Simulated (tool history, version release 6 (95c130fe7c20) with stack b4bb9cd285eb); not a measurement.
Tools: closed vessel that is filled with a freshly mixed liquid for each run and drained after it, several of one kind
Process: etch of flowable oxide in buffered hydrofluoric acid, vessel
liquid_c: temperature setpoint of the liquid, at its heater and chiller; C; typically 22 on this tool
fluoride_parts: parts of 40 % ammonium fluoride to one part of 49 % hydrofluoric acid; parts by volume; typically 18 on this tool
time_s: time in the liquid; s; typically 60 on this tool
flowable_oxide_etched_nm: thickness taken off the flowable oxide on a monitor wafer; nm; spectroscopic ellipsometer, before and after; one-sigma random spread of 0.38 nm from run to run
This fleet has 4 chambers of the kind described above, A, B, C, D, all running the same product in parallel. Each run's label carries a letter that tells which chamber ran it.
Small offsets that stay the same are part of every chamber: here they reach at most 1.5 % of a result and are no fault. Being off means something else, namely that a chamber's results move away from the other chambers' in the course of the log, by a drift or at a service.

| run | hour | liquid_c | fluoride_parts | time_s | read-back film thickness of the flowable oxide reference wafer, read on the same gauge (nm) | flowable_oxide_etched_nm |
|---|---|---|---|---|---|---|
| 1A | 2.8 | 22 | 18 | 60 | 110.02 | 90.572 |
| 2B | 5.9 | 22 | 18 | 60 | 110 | 90.449 |
| 3D | 10 | 22 | 18 | 60 | 110.01 | 88.401 |
| 4C | 13.1 | 22 | 18 | 60 | 109.97 | 90.861 |
| 5D | 16.3 | 22 | 18 | 60 | 109.98 | 89.074 |
| 6B | 20.9 | 22 | 18 | 60 | 110.02 | 91.008 |
| 7C | 25.3 | 22 | 18 | 60 | 110.01 | 90.975 |
| 8A | 30.2 | 22 | 18 | 60 | 110.01 | 90.755 |
| 9C | 32.5 | 22 | 18 | 60 | 110.03 | 90.852 |
| 10D | 34.7 | 22 | 18 | 60 | 109.99 | 89.257 |
| 11A | 39.2 | 22 | 18 | 60 | 109.96 | 90.739 |
| 12B | 43.9 | 22 | 18 | 60 | 110.02 | 91.263 |
| 13C | 48.8 | 22 | 20.5 | 45 | 110 | 60.489 |
| 14B | 53.4 | 22 | 20.5 | 45 | 110.01 | 60.528 |
| 15A | 57.5 | 22 | 20.5 | 45 | 109.99 | 61.155 |
| 16D | 61.5 | 22 | 20.5 | 45 | 110.01 | 59.38 |
| 17B | 63.9 | 22 | 18 | 60 | 110.02 | 91.23 |
| 18A | 67.7 | 22 | 18 | 60 | 110.04 | 92.387 |
| 19C | 71.7 | 22 | 18 | 60 | 109.99 | 90.393 |
| 20D | 74.3 | 22 | 18 | 60 | 109.99 | 89.177 |
| 21C | 78.7 | 22 | 18 | 60 | 110.03 | 90.039 |
| 22B | 81.8 | 22 | 18 | 60 | 109.96 | 90.928 |
| 23D | 86.6 | 22 | 20.5 | 60 | 109.99 | 79.241 |
| 24A | 90.8 | 22 | 20.5 | 60 | 110.01 | 83.123 |
| 25B | 94.2 | 22 | 20.5 | 60 | 110.01 | 80.409 |
| 26C | 97.7 | 22 | 20.5 | 60 | 109.97 | 80.548 |
| 27D | 100.9 | 22 | 18 | 85 | 110.01 | 125.9 |
| 28A | 103.1 | 22 | 18 | 85 | 110 | 133.06 |
| 29B | 106.6 | 22 | 18 | 85 | 109.99 | 128.28 |
| 30A | 108.9 | 22 | 18 | 85 | 110 | 133.76 |
| 31C | 113.1 | 22 | 18 | 60 | 109.99 | 90.459 |
| 32D | 115.9 | 22 | 18 | 60 | 110.03 | 89.209 |
| 33B | 119.8 | 22 | 18 | 60 | 110.01 | 91.123 |
| 34C | 123.8 | 22 | 18 | 60 | 110.02 | 90.242 |
| 35D | 127.7 | 22 | 18 | 75 | 110.03 | 112.01 |
| 36A | 130.7 | 22 | 18 | 75 | 110.02 | 119.5 |
| 37B | 135.6 | 22 | 18 | 75 | 110.02 | 114.26 |
| 38D | 138.5 | 22 | 18 | 75 | 110.01 | 111.92 |

Is one chamber off against the others, does the gauge drift, or is nothing wrong? If a chamber is off, say which, and what the likeliest cause is.

It is chamber A that slowly wanders off from its peers.
What lies behind it: liquid hotter than its thermometer reads (K) = 1.01.
From this log alone, it may not be told apart from: hydrofluoric acid flow above the setpoint (%).

Here are 4 candidates for chamber A's next run, each the usual settings with a change, their results left as question marks. Which one brings its results back in line with what the others give on the usual settings?
In-line tolerance around the mean of the other chambers on the usual settings: flowable_oxide_etched_nm 1.3 nm
| 39A-1 | 142 | 22.5 | 17 | 60 |  | ? |
| 39A-2 | 142 | 22 | 18 | 55 |  | ? |
| 39A-3 | 142 | 22.5 | 17.5 | 60 |  | ? |
| 39A-4 | 142 | 22 | 19 | 60 |  | ? |

What the other chambers average on the usual settings: flowable_oxide_etched_nm 90.349 nm
| run | flowable_oxide_etched_nm |
|---|---|
| 39A-1 | 104.12 |
| 39A-2 | 87.757 |
| 39A-3 | 101.15 |
| 39A-4 | 90.707 |
It is 39A-4 that realigns the chamber with its peers.

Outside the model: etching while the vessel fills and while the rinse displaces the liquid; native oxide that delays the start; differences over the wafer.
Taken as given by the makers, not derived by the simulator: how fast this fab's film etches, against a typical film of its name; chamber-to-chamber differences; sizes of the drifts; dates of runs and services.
